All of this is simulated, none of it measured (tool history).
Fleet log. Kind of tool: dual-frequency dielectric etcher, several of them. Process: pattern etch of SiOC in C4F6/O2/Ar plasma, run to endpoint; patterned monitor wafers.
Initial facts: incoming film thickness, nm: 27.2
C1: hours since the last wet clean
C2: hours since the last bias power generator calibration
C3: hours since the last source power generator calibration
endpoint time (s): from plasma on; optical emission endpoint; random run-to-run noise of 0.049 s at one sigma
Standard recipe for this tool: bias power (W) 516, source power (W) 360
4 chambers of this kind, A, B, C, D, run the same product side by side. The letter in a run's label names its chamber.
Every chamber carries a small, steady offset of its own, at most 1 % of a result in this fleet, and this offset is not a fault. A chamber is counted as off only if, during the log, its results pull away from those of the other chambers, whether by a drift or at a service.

run 1D day=0.408 | bias_power_(W)=516 source_power_(W)=360 | C1=13.9 C2=850.1 C3=1465.2 | endpoint_time_(s)=9.4318
run 2A day=0.975 | bias_power_(W)=516 source_power_(W)=360 | C1=260.2 C2=3241 C3=1184.3 | endpoint_time_(s)=9.4776
run 3B day=1.362 | bias_power_(W)=516 source_power_(W)=360 | C1=271.2 C2=964.3 C3=852.6 | endpoint_time_(s)=9.3958
run 4C day=1.625 | bias_power_(W)=516 source_power_(W)=360 | C1=163.7 C2=2699.8 C3=973.5 | endpoint_time_(s)=9.524
run 5C day=2.008 | bias_power_(W)=516 source_power_(W)=360 | C1=172.9 C2=2709 C3=982.7 | endpoint_time_(s)=9.5084
run 6B day=2.425 | bias_power_(W)=516 source_power_(W)=360 | C1=296.7 C2=989.8 C3=878.1 | endpoint_time_(s)=9.4466
run 7A day=2.988 | bias_power_(W)=516 source_power_(W)=360 | C1=308.5 C2=3289.3 C3=1232.6 | endpoint_time_(s)=9.5567
run 8D day=3.579 | bias_power_(W)=516 source_power_(W)=360 | C1=90 C2=926.2 C3=1541.3 | endpoint_time_(s)=9.4486
run 9B day=3.879 | bias_power_(W)=642 source_power_(W)=290 | C1=331.6 C2=1024.7 C3=913 | endpoint_time_(s)=9.3601
run 10D day=4.25 | bias_power_(W)=642 source_power_(W)=290 | C1=106.1 C2=942.3 C3=1557.4 | endpoint_time_(s)=9.3317
run 11C day=4.712 | bias_power_(W)=642 source_power_(W)=290 | C1=237.8 C2=2773.9 C3=1047.6 | endpoint_time_(s)=9.4884
run 12A day=5.183 | bias_power_(W)=642 source_power_(W)=290 | C1=361.2 C2=3342 C3=1285.3 | endpoint_time_(s)=9.4561
run 13D day=5.538 | bias_power_(W)=516 source_power_(W)=360 | C1=137 C2=973.2 C3=1588.3 | endpoint_time_(s)=9.3764
run 14B day=5.921 | bias_power_(W)=516 source_power_(W)=360 | C1=380.6 C2=1073.7 C3=962 | endpoint_time_(s)=9.3712
-- day=6.404 chamber A: wet clean of the chamber
run 15A day=6.438 | bias_power_(W)=516 source_power_(W)=360 | C1=0.9 C2=3372.1 C3=1315.4 | endpoint_time_(s)=9.538
run 16C day=6.912 | bias_power_(W)=516 source_power_(W)=360 | C1=290.6 C2=2826.7 C3=1100.4 | endpoint_time_(s)=9.5472
run 17C day=7.35 | bias_power_(W)=516 source_power_(W)=360 | C1=301.1 C2=2837.2 C3=1110.9 | endpoint_time_(s)=9.4157
run 18D day=7.633 | bias_power_(W)=516 source_power_(W)=360 | C1=187.3 C2=1023.5 C3=1638.6 | endpoint_time_(s)=9.4107
run 19B day=7.979 | bias_power_(W)=411 source_power_(W)=320 | C1=430 C2=1123.1 C3=1011.4 | endpoint_time_(s)=10.706
run 20A day=8.429 | bias_power_(W)=411 source_power_(W)=320 | C1=48.7 C2=3419.9 C3=1363.2 | endpoint_time_(s)=10.802
-- day=8.65 chamber B: wet clean of the chamber
run 21C day=8.788 | bias_power_(W)=411 source_power_(W)=320 | C1=335.6 C2=2871.7 C3=1145.4 | endpoint_time_(s)=10.794
run 22A day=9.362 | bias_power_(W)=411 source_power_(W)=320 | C1=71.1 C2=3442.3 C3=1385.6 | endpoint_time_(s)=10.764
run 23B day=9.858 | bias_power_(W)=516 source_power_(W)=360 | C1=29 C2=1168.2 C3=1056.5 | endpoint_time_(s)=9.4205
-- day=9.867 chamber D: source power generator calibrated
run 24D day=10.242 | bias_power_(W)=516 source_power_(W)=360 | C1=249.9 C2=1086.1 C3=9 | endpoint_time_(s)=9.3257
-- day=10.504 chamber C: wet clean of the chamber
run 25A day=10.7 | bias_power_(W)=516 source_power_(W)=360 | C1=103.2 C2=3474.4 C3=1417.7 | endpoint_time_(s)=9.4944
run 26D day=11.058 | bias_power_(W)=516 source_power_(W)=360 | C1=269.5 C2=1105.7 C3=28.6 | endpoint_time_(s)=9.4274
run 27B day=11.479 | bias_power_(W)=516 source_power_(W)=360 | C1=67.9 C2=1207.1 C3=1095.4 | endpoint_time_(s)=9.4458
run 28C day=12.017 | bias_power_(W)=516 source_power_(W)=360 | C1=36.3 C2=2949.2 C3=1222.9 | endpoint_time_(s)=9.514
run 29A day=12.475 | bias_power_(W)=516 source_power_(W)=360 | C1=145.8 C2=3517 C3=1460.3 | endpoint_time_(s)=9.509
run 30D day=12.771 | bias_power_(W)=516 source_power_(W)=360 | C1=310.6 C2=1146.8 C3=69.7 | endpoint_time_(s)=9.477
run 31C day=13.221 | bias_power_(W)=516 source_power_(W)=360 | C1=65.2 C2=2978.1 C3=1251.8 | endpoint_time_(s)=9.4913
run 32B day=13.6 | bias_power_(W)=516 source_power_(W)=360 | C1=118.8 C2=1258 C3=1146.3 | endpoint_time_(s)=9.3699
run 33C day=14.15 | bias_power_(W)=516 source_power_(W)=360 | C1=87.5 C2=3000.4 C3=1274.1 | endpoint_time_(s)=9.5522
run 34D day=14.433 | bias_power_(W)=516 source_power_(W)=360 | C1=350.5 C2=1186.7 C3=109.6 | endpoint_time_(s)=9.4581
run 35B day=14.721 | bias_power_(W)=516 source_power_(W)=360 | C1=145.7 C2=1284.9 C3=1173.2 | endpoint_time_(s)=9.4592
run 36A day=15.129 | bias_power_(W)=516 source_power_(W)=360 | C1=209.5 C2=3580.7 C3=1524 | endpoint_time_(s)=9.5404
run 37A day=15.617 | bias_power_(W)=516 source_power_(W)=360 | C1=221.2 C2=3592.4 C3=1535.7 | endpoint_time_(s)=9.4575
run 38D day=15.892 | bias_power_(W)=516 source_power_(W)=360 | C1=385.5 C2=1221.7 C3=144.6 | endpoint_time_(s)=9.3425
run 39B day=16.292 | bias_power_(W)=516 source_power_(W)=360 | C1=183.4 C2=1322.6 C3=1210.9 | endpoint_time_(s)=9.4717
run 40C day=16.783 | bias_power_(W)=516 source_power_(W)=360 | C1=150.7 C2=3063.6 C3=1337.3 | endpoint_time_(s)=9.3936
run 41C day=17.133 | bias_power_(W)=516 source_power_(W)=360 | C1=159.1 C2=3072 C3=1345.7 | endpoint_time_(s)=9.452

All chambers now run identical settings, listed one chamber a line with results as question marks. What results will each chamber show?
run 42A day=17.571 | bias_power_(W)=516 source_power_(W)=360 | endpoint_time_(s)=?
run 42B day=17.571 | bias_power_(W)=516 source_power_(W)=360 | endpoint_time_(s)=?
run 42C day=17.571 | bias_power_(W)=516 source_power_(W)=360 | endpoint_time_(s)=?
run 42D day=17.571 | bias_power_(W)=516 source_power_(W)=360 | endpoint_time_(s)=?

run=42A endpoint_time_(s)=9.4857
run=42B endpoint_time_(s)=9.407
run=42C endpoint_time_(s)=9.4876
run=42D endpoint_time_(s)=9.4835

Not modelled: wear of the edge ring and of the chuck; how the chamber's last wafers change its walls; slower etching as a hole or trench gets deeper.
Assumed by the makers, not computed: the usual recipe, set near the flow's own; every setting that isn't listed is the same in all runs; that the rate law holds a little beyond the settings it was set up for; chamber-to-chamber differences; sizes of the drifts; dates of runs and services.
